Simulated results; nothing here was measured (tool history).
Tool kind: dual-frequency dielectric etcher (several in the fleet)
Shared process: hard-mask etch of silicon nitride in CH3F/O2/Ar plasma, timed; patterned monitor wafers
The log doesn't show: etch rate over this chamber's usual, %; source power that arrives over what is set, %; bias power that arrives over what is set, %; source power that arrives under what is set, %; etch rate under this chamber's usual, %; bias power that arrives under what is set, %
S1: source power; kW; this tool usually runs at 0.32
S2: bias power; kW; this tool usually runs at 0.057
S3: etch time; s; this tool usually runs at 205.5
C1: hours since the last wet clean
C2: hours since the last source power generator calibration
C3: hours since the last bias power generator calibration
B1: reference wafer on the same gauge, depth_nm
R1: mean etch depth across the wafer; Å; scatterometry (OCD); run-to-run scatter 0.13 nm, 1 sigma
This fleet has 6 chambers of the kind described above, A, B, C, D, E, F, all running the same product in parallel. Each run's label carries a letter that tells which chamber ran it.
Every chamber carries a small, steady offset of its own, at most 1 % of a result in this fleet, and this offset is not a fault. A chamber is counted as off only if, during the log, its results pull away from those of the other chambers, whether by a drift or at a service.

run 1A hour=3.3 | S1=0.32 S2=0.057 S3=205.5 | C1=346.9 C2=393.5 C3=511.7 | B1=119.99 | R1=1226.6
run 2D hour=7.8 | S1=0.32 S2=0.057 S3=205.5 | C1=79.1 C2=661.9 C3=1563.3 | B1=119.93 | R1=1229.6
run 3F hour=10.5 | S1=0.32 S2=0.057 S3=205.5 | C1=347.2 C2=2929.3 C3=564.3 | B1=119.94 | R1=1222.5
run 4E hour=14.2 | S1=0.32 S2=0.057 S3=205.5 | C1=70.8 C2=252.3 C3=400.2 | B1=119.95 | R1=1223.3
run 5C hour=17.7 | S1=0.32 S2=0.057 S3=205.5 | C1=156 C2=2383.2 C3=674 | B1=119.96 | R1=1223.7
run 6B hour=20.7 | S1=0.32 S2=0.057 S3=205.5 | C1=483.3 C2=310.3 C3=1245.2 | B1=119.95 | R1=1216.9
run 7B hour=24.2 | S1=0.25 S2=0.057 S3=205.5 | C1=486.8 C2=313.8 C3=1248.7 | B1=119.91 | R1=1103.2
run 8C hour=27.9 | S1=0.25 S2=0.057 S3=205.5 | C1=166.2 C2=2393.4 C3=684.2 | B1=119.89 | R1=1111.8
run 9A hour=30.1 | S1=0.25 S2=0.057 S3=205.5 | C1=373.7 C2=420.3 C3=538.5 | B1=119.9 | R1=1112
run 10E hour=34.3 | S1=0.25 S2=0.057 S3=205.5 | C1=90.9 C2=272.4 C3=420.3 | B1=119.86 | R1=1109.9
run 11D hour=37.7 | S1=0.25 S2=0.057 S3=205.5 | C1=109 C2=691.8 C3=1593.2 | B1=119.86 | R1=1117.2
run 12F hour=41.1 | S1=0.25 S2=0.057 S3=205.5 | C1=377.8 C2=2959.9 C3=594.9 | B1=119.87 | R1=1113
run 13F hour=44.4 | S1=0.39 S2=0.057 S3=239 | C1=381.1 C2=2963.2 C3=598.2 | B1=119.85 | R1=1531.2
run 14E hour=47 | S1=0.39 S2=0.057 S3=239 | C1=103.6 C2=285.1 C3=433 | B1=119.84 | R1=1534
run 15D hour=51.4 | S1=0.39 S2=0.057 S3=239 | C1=122.7 C2=705.5 C3=1606.9 | B1=119.82 | R1=1539.5
run 16B hour=55 | S1=0.39 S2=0.057 S3=239 | C1=517.6 C2=344.6 C3=1279.5 | B1=119.81 | R1=1524.9
run 17A hour=58.9 | S1=0.39 S2=0.057 S3=239 | C1=402.5 C2=449.1 C3=567.3 | B1=119.81 | R1=1537.3
run 18C hour=62.6 | S1=0.39 S2=0.057 S3=239 | C1=200.9 C2=2428.1 C3=718.9 | B1=119.75 | R1=1539.2
run 19F hour=67.6 | S1=0.26 S2=0.057 S3=157 | C1=404.3 C2=2986.4 C3=621.4 | B1=119.73 | R1=863.06
run 20D hour=70.6 | S1=0.26 S2=0.057 S3=157 | C1=141.9 C2=724.7 C3=1626.1 | B1=119.73 | R1=864.47
run 21A hour=74.3 | S1=0.26 S2=0.057 S3=157 | C1=417.9 C2=464.5 C3=582.7 | B1=119.72 | R1=859.84
run 22C hour=76.9 | S1=0.26 S2=0.057 S3=157 | C1=215.2 C2=2442.4 C3=733.2 | B1=119.7 | R1=861.46
run 23E hour=81.9 | S1=0.26 S2=0.057 S3=157 | C1=138.5 C2=320 C3=467.9 | B1=119.72 | R1=860.28
run 24B hour=85.8 | S1=0.26 S2=0.057 S3=157 | C1=548.4 C2=375.4 C3=1310.3 | B1=119.69 | R1=852.61
run 25D hour=90.2 | S1=0.32 S2=0.057 S3=205.5 | C1=161.5 C2=744.3 C3=1645.7 | B1=119.69 | R1=1227.1
run 26A hour=93.9 | S1=0.32 S2=0.057 S3=205.5 | C1=437.5 C2=484.1 C3=602.3 | B1=119.67 | R1=1221.9
run 27F hour=97.9 | S1=0.37 S2=0.057 S3=185.5 | C1=434.6 C2=3016.7 C3=651.7 | B1=119.62 | R1=1164.3
run 28B hour=102.5 | S1=0.37 S2=0.057 S3=185.5 | C1=565.1 C2=392.1 C3=1327 | B1=119.65 | R1=1157.1
run 29E hour=106.8 | S1=0.37 S2=0.057 S3=185.5 | C1=163.4 C2=344.9 C3=492.8 | B1=119.64 | R1=1164.3
run 30C hour=109 | S1=0.37 S2=0.057 S3=185.5 | C1=247.3 C2=2474.5 C3=765.3 | B1=119.6 | R1=1168.5
run 31F hour=111.4 | S1=0.37 S2=0.057 S3=185.5 | C1=448.1 C2=3030.2 C3=665.2 | B1=119.62 | R1=1162.9
run 32E hour=114.9 | S1=0.37 S2=0.057 S3=185.5 | C1=171.5 C2=353 C3=500.9 | B1=119.62 | R1=1165.3
run 33C hour=119.7 | S1=0.32 S2=0.057 S3=205.5 | C1=258 C2=2485.2 C3=776 | B1=119.55 | R1=1222.7
run 34D hour=122.6 | S1=0.32 S2=0.057 S3=205.5 | C1=193.9 C2=776.7 C3=1678.1 | B1=119.55 | R1=1224.3
run 35B hour=127.1 | S1=0.32 S2=0.057 S3=205.5 | C1=589.7 C2=416.7 C3=1351.6 | B1=119.55 | R1=1209.9
run 36A hour=130.6 | S1=0.32 S2=0.057 S3=205.5 | C1=474.2 C2=520.8 C3=639 | B1=119.53 | R1=1221.2
run 37F hour=133.5 | S1=0.32 S2=0.057 S3=205.5 | C1=470.2 C2=3052.3 C3=687.3 | B1=119.52 | R1=1219.7
run 38C hour=137.9 | S1=0.32 S2=0.064 S3=205.5 | C1=276.2 C2=2503.4 C3=794.2 | B1=119.51 | R1=1269

Each of the 6 chambers runs these same settings next. Fill in every chamber's results:
run 39A hour=141.4 | S1=0.32 S2=0.057 S3=157.5 | R1=?
run 39B hour=141.4 | S1=0.32 S2=0.057 S3=157.5 | R1=?
run 39C hour=141.4 | S1=0.32 S2=0.057 S3=157.5 | R1=?
run 39D hour=141.4 | S1=0.32 S2=0.057 S3=157.5 | R1=?
run 39E hour=141.4 | S1=0.32 S2=0.057 S3=157.5 | R1=?
run 39F hour=141.4 | S1=0.32 S2=0.057 S3=157.5 | R1=?

run=39A R1=932.84
run=39B R1=927.04
run=39C R1=936.02
run=39D R1=939.28
run=39E R1=934.5
run=39F R1=934.86

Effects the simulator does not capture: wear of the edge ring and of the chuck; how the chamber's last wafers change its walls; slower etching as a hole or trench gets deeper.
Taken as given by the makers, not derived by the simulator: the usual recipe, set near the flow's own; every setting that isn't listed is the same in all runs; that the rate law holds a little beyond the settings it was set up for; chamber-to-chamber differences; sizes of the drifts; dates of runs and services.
